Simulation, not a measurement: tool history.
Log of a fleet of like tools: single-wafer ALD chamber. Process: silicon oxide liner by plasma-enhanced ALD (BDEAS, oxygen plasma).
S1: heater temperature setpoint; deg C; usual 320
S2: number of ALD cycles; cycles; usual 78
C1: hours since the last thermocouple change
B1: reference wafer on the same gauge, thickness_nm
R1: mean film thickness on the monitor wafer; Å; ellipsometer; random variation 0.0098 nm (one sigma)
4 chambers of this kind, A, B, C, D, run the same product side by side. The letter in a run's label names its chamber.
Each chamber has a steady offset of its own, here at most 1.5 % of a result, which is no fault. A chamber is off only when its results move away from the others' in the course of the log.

Run 1C, hour 4.6: usual settings; C1 1201.4; B1 6.4702. Result: R1 71.432 Å.
Run 2D, hour 10.1: usual settings; C1 1317.5; B1 6.4683. Result: R1 70.566 Å.
Run 3A, hour 16.5: usual settings; C1 3037.7; B1 6.4682. Result: R1 69.977 Å.
Run 4B, hour 24.5: usual settings; C1 2612.3; B1 6.4675. Result: R1 70.479 Å.
Run 5D, hour 30.3: usual settings; C1 1337.7; B1 6.4649. Result: R1 70.630 Å.
Run 6C, hour 35.7: usual settings; C1 1232.5; B1 6.4651. Result: R1 71.279 Å.
Run 7A, hour 43.8: usual settings; C1 3065.0; B1 6.4619. Result: R1 70.098 Å.
Run 8B, hour 51.4: usual settings; C1 2639.2; B1 6.4637. Result: R1 70.428 Å.
Run 9C, hour 56.1: usual settings but S1 312 deg C, S2 85 cycles; C1 1252.9; B1 6.4619. Result: R1 78.647 Å.
Run 10D, hour 61.1: usual settings but S1 312 deg C, S2 85 cycles; C1 1368.5; B1 6.4624. Result: R1 77.741 Å.
Run 11A, hour 68.6: usual settings but S1 312 deg C, S2 85 cycles; C1 3089.8; B1 6.4590. Result: R1 77.079 Å.
Run 12B, hour 73.4: usual settings but S1 312 deg C, S2 85 cycles; C1 2661.2; B1 6.4583. Result: R1 77.556 Å.
Run 13A, hour 78.0: usual settings but S1 328 deg C; C1 3099.2; B1 6.4591. Result: R1 69.050 Å.
At hour 78.9: chamber B: thermocouple changed; heater temperature recalibrated.
Run 14B, hour 86.0: usual settings but S1 328 deg C; C1 7.1; B1 6.4565. Result: R1 69.557 Å.
Run 15C, hour 93.3: usual settings but S1 328 deg C; C1 1290.1; B1 6.4584. Result: R1 70.580 Å.
Run 16D, hour 100.8: usual settings but S1 328 deg C; C1 1408.2; B1 6.4561. Result: R1 69.904 Å.
Run 17D, hour 106.7: usual settings; C1 1414.1; B1 6.4539. Result: R1 70.471 Å.
Run 18C, hour 110.9: usual settings; C1 1307.7; B1 6.4532. Result: R1 71.361 Å.
Run 19B, hour 116.7: usual settings; C1 37.8; B1 6.4565. Result: R1 70.360 Å.
Run 20A, hour 121.9: usual settings; C1 3143.1; B1 6.4524. Result: R1 69.828 Å.
Run 21C, hour 125.6: usual settings; C1 1322.4; B1 6.4533. Result: R1 71.154 Å.
Run 22A, hour 133.0: usual settings; C1 3154.2; B1 6.4501. Result: R1 69.692 Å.
Run 23D, hour 138.7: usual settings; C1 1446.1; B1 6.4519. Result: R1 70.391 Å.
Run 24B, hour 144.7: usual settings; C1 65.8; B1 6.4517. Result: R1 70.267 Å.
Run 25C, hour 150.2: usual settings; C1 1347.0; B1 6.4504. Result: R1 71.305 Å.
Run 26B, hour 154.8: usual settings but S2 63 cycles; C1 75.9; B1 6.4467. Result: R1 56.715 Å.
Run 27A, hour 161.1: usual settings but S2 63 cycles; C1 3182.3; B1 6.4471. Result: R1 56.313 Å.
Run 28D, hour 168.5: usual settings but S2 63 cycles; C1 1475.9; B1 6.4468. Result: R1 56.849 Å.
Run 29B, hour 174.7: usual settings but S2 63 cycles; C1 95.8; B1 6.4452. Result: R1 56.787 Å.
Run 30D, hour 178.9: usual settings; C1 1486.3; B1 6.4477. Result: R1 70.279 Å.
At hour 181.0: chamber A: thermocouple changed; heater temperature recalibrated.
Run 31A, hour 185.7: usual settings; C1 4.8; B1 6.4437. Result: R1 69.833 Å.
Run 32C, hour 191.4: usual settings but S1 311 deg C, S2 64 cycles; C1 1388.2; B1 6.4435. Result: R1 58.992 Å.
Run 33C, hour 197.6: usual settings but S1 311 deg C, S2 64 cycles; C1 1394.4; B1 6.4428. Result: R1 59.022 Å.
Run 34A, hour 203.3: usual settings but S1 311 deg C, S2 64 cycles; C1 22.4; B1 6.4422. Result: R1 58.059 Å.
Run 35D, hour 207.3: usual settings but S1 311 deg C, S2 64 cycles; C1 1514.7; B1 6.4401. Result: R1 58.346 Å.
Run 36B, hour 214.6: usual settings; C1 135.7; B1 6.4407. Result: R1 70.287 Å.
Run 37C, hour 218.6: usual settings; C1 1415.4; B1 6.4406. Result: R1 71.015 Å.
Run 38B, hour 224.4: usual settings; C1 145.5; B1 6.4382. Result: R1 70.396 Å.
Run 39D, hour 232.5: usual settings; C1 1539.9; B1 6.4369. Result: R1 70.360 Å.
Run 40A, hour 238.3: usual settings; C1 57.4; B1 6.4368. Result: R1 69.803 Å.
Run 41A, hour 245.5: usual settings; C1 64.6; B1 6.4337. Result: R1 69.656 Å.
Run 42B, hour 252.8: usual settings; C1 173.9; B1 6.4335. Result: R1 70.130 Å.
Run 43C, hour 257.1: usual settings; C1 1453.9; B1 6.4334. Result: R1 71.018 Å.

What goes on in this fleet: one chamber off, a drifting gauge, or nothing beyond the chambers' own small offsets? Name the chamber and the cause, if any.

The gauge drifts, so all chambers seem to drift together. No chamber is off.
Cause: gauge reads low (%) = 0.566.

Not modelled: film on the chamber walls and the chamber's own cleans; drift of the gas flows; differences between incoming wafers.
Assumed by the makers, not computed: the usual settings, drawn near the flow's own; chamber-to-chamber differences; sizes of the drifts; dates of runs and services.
